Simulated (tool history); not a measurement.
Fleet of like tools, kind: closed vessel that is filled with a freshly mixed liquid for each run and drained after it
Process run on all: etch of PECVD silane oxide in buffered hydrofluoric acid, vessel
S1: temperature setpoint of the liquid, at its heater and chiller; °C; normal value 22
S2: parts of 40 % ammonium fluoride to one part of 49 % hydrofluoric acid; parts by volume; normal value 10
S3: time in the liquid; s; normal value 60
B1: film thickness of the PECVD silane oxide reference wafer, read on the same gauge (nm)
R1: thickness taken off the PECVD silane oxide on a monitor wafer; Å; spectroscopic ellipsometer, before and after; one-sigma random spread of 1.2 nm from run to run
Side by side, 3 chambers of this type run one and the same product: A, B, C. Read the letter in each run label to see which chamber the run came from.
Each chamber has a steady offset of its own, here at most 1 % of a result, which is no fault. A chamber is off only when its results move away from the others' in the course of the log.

run   hour  S1  S2  S3      B1      R1
 1A    3.5  22  10  60  129.98  1672.8
 2B    9.0  22  10  60  129.98  1622.5
 3C   12.0  22  10  60  129.98  1657.9
 4A   15.9  22  10  60  129.99  1669.6
 5C   20.5  22  10  60  129.98  1656.2
 6B   23.4  22  10  60  130.00  1627.2
 7A   28.5  22  10  60  130.01  1669.0
 8B   31.8  22  10  60  129.98  1638.2
 9C   34.6  22  10  60  130.05  1642.0
10B   38.6  22  10  60  130.00  1654.5
11A   43.8  22  10  60  129.97  1664.5
12C   49.9  22  10  60  130.00  1650.3
13C   55.7  22  10  60  129.97  1616.8
14B   59.5  22  10  60  130.05  1654.9
15A   63.5  22  10  50  129.99  1396.1
16A   68.1  22  10  50  129.99  1382.1
17B   71.2  22  10  50  130.00  1361.1
18C   76.1  22  10  60  129.98  1611.5
19C   82.5  26  10  60  129.99  1998.2
20A   88.9  26  10  60  130.00  2060.5
21B   93.0  26  10  60  130.00  2072.2
22B   98.0  22  10  60  130.03  1600.1
23C  103.8  22  10  60  130.04  1591.6

Is one chamber off against the others, does the gauge drift, or is nothing wrong? If a chamber is off, say which, and what the likeliest cause is.

Chamber C drifts away from the others.
Cause: liquid colder than its thermometer reads (K) = 0.888.
From this log alone, it may not be told apart from: hydrofluoric acid flow below the setpoint (%).

Which of the 4 candidates below, each the usual settings with something changed and its results left as question marks, puts chamber C back in line with what the other chambers give on the usual settings?
To be in line, a result may differ from the other chambers' mean on the usual settings by at most: R1 43.0 Å
24C-1  108.5  22  10.0  65       ?
24C-2  108.5  22  10.0  55       ?
24C-3  108.5  22   9.5  60       ?
24C-4  108.5  22  10.5  60       ?

The other chambers' mean on the usual settings: R1 1647.3 Å
  run      R1
24C-1  1712.3
24C-2  1448.9
24C-3  1633.0
24C-4  1506.8
24C-3 is the one that brings the chamber's results back in line with the other chambers.
